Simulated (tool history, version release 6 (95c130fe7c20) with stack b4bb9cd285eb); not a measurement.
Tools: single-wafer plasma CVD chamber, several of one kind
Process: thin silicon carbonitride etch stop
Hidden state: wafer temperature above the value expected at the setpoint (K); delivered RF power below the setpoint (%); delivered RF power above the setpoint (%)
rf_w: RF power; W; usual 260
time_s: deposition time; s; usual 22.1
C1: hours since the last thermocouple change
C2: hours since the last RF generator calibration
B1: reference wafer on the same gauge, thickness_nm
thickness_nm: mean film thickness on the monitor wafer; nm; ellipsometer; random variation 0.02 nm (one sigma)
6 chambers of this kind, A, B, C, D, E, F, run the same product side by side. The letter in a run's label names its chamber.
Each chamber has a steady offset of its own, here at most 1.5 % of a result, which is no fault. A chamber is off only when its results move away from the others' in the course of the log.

run 1F hour=2.6 | rf_w=260 time_s=22.1 | C1=1875.3 C2=1232.5 | B1=12.896 | thickness_nm=13.557
run 2B hour=5.5 | rf_w=260 time_s=22.1 | C1=553.8 C2=200.1 | B1=12.893 | thickness_nm=13.453
run 3A hour=8.1 | rf_w=260 time_s=22.1 | C1=29.5 C2=377.9 | B1=12.898 | thickness_nm=13.634
run 4C hour=10.5 | rf_w=260 time_s=22.1 | C1=2279.5 C2=866.2 | B1=12.889 | thickness_nm=13.528
run 5E hour=14.7 | rf_w=260 time_s=22.1 | C1=1475.8 C2=776.8 | B1=12.89 | thickness_nm=13.642
run 6D hour=18.2 | rf_w=260 time_s=22.1 | C1=2128.1 C2=1697 | B1=12.89 | thickness_nm=13.623
run 7C hour=22.2 | rf_w=260 time_s=22.1 | C1=2291.2 C2=877.9 | B1=12.888 | thickness_nm=13.542
run 8B hour=25.4 | rf_w=260 time_s=22.1 | C1=573.7 C2=220 | B1=12.888 | thickness_nm=13.448
run 9E hour=28.6 | rf_w=260 time_s=22.1 | C1=1489.7 C2=790.7 | B1=12.883 | thickness_nm=13.606
run 10A hour=33 | rf_w=260 time_s=22.1 | C1=54.4 C2=402.8 | B1=12.882 | thickness_nm=13.601
run 11F hour=35.8 | rf_w=260 time_s=22.1 | C1=1908.5 C2=1265.7 | B1=12.882 | thickness_nm=13.539
run 12D hour=39.5 | rf_w=260 time_s=22.1 | C1=2149.4 C2=1718.3 | B1=12.883 | thickness_nm=13.619
run 13A hour=43.4 | rf_w=260 time_s=22.1 | C1=64.8 C2=413.2 | B1=12.877 | thickness_nm=13.578
run 14D hour=45.7 | rf_w=260 time_s=22.1 | C1=2155.6 C2=1724.5 | B1=12.872 | thickness_nm=13.603
run 15B hour=49.9 | rf_w=260 time_s=22.1 | C1=598.2 C2=244.5 | B1=12.875 | thickness_nm=13.456
run 16E hour=54.3 | rf_w=260 time_s=22.1 | C1=1515.4 C2=816.4 | B1=12.865 | thickness_nm=13.595
-- hour=56 chamber F: thermocouple changed; heater temperature recalibrated
run 17F hour=57.5 | rf_w=260 time_s=22.1 | C1=1.6 C2=1287.4 | B1=12.864 | thickness_nm=13.542
run 18C hour=60.3 | rf_w=260 time_s=22.1 | C1=2329.3 C2=916 | B1=12.87 | thickness_nm=13.545
run 19A hour=63.7 | rf_w=260 time_s=22.1 | C1=85.1 C2=433.5 | B1=12.862 | thickness_nm=13.573
run 20B hour=66.6 | rf_w=260 time_s=22.1 | C1=614.9 C2=261.2 | B1=12.864 | thickness_nm=13.451
run 21E hour=71.8 | rf_w=260 time_s=22.1 | C1=1532.9 C2=833.9 | B1=12.863 | thickness_nm=13.642
run 22F hour=75.2 | rf_w=240 time_s=25.7 | C1=19.3 C2=1305.1 | B1=12.861 | thickness_nm=15.373
run 23C hour=79.2 | rf_w=240 time_s=25.7 | C1=2348.2 C2=934.9 | B1=12.86 | thickness_nm=15.321
run 24D hour=82.8 | rf_w=240 time_s=25.7 | C1=2192.7 C2=1761.6 | B1=12.858 | thickness_nm=15.455
run 25A hour=85.9 | rf_w=240 time_s=25.7 | C1=107.3 C2=455.7 | B1=12.852 | thickness_nm=15.406
run 26B hour=88.2 | rf_w=240 time_s=25.7 | C1=636.5 C2=282.8 | B1=12.852 | thickness_nm=15.226
run 27D hour=92.7 | rf_w=240 time_s=25.7 | C1=2202.6 C2=1771.5 | B1=12.853 | thickness_nm=15.45
run 28E hour=95.2 | rf_w=260 time_s=22.1 | C1=1556.3 C2=857.3 | B1=12.852 | thickness_nm=13.631
run 29F hour=99.9 | rf_w=260 time_s=22.1 | C1=44 C2=1329.8 | B1=12.846 | thickness_nm=13.547
run 30C hour=104.8 | rf_w=260 time_s=22.1 | C1=2373.8 C2=960.5 | B1=12.847 | thickness_nm=13.453
run 31C hour=109.1 | rf_w=260 time_s=22.1 | C1=2378.1 C2=964.8 | B1=12.846 | thickness_nm=13.457
run 32F hour=113.7 | rf_w=225 time_s=22.1 | C1=57.8 C2=1343.6 | B1=12.84 | thickness_nm=12.925
run 33E hour=117.1 | rf_w=225 time_s=22.1 | C1=1578.2 C2=879.2 | B1=12.837 | thickness_nm=13.038
run 34D hour=119.8 | rf_w=225 time_s=22.1 | C1=2229.7 C2=1798.6 | B1=12.835 | thickness_nm=12.957
run 35A hour=122.2 | rf_w=225 time_s=22.1 | C1=143.6 C2=492 | B1=12.839 | thickness_nm=12.985
run 36B hour=126.3 | rf_w=225 time_s=22.1 | C1=674.6 C2=320.9 | B1=12.831 | thickness_nm=12.809
run 37E hour=129.8 | rf_w=225 time_s=22.1 | C1=1590.9 C2=891.9 | B1=12.834 | thickness_nm=12.998
run 38B hour=134.4 | rf_w=260 time_s=22.1 | C1=682.7 C2=329 | B1=12.825 | thickness_nm=13.407
run 39A hour=137.9 | rf_w=245 time_s=22.1 | C1=159.3 C2=507.7 | B1=12.825 | thickness_nm=13.307
run 40C hour=140.5 | rf_w=245 time_s=22.1 | C1=2409.5 C2=996.2 | B1=12.826 | thickness_nm=13.235

Next, every chamber runs the same settings. What will each give?
run 41A hour=144.3 | rf_w=285 time_s=22.1 | thickness_nm=?
run 41B hour=144.3 | rf_w=285 time_s=22.1 | thickness_nm=?
run 41C hour=144.3 | rf_w=285 time_s=22.1 | thickness_nm=?
run 41D hour=144.3 | rf_w=285 time_s=22.1 | thickness_nm=?
run 41E hour=144.3 | rf_w=285 time_s=22.1 | thickness_nm=?
run 41F hour=144.3 | rf_w=285 time_s=22.1 | thickness_nm=?

run=41A thickness_nm=13.909
run=41B thickness_nm=13.756
run=41C thickness_nm=13.844
run=41D thickness_nm=13.926
run=41E thickness_nm=13.937
run=41F thickness_nm=13.849
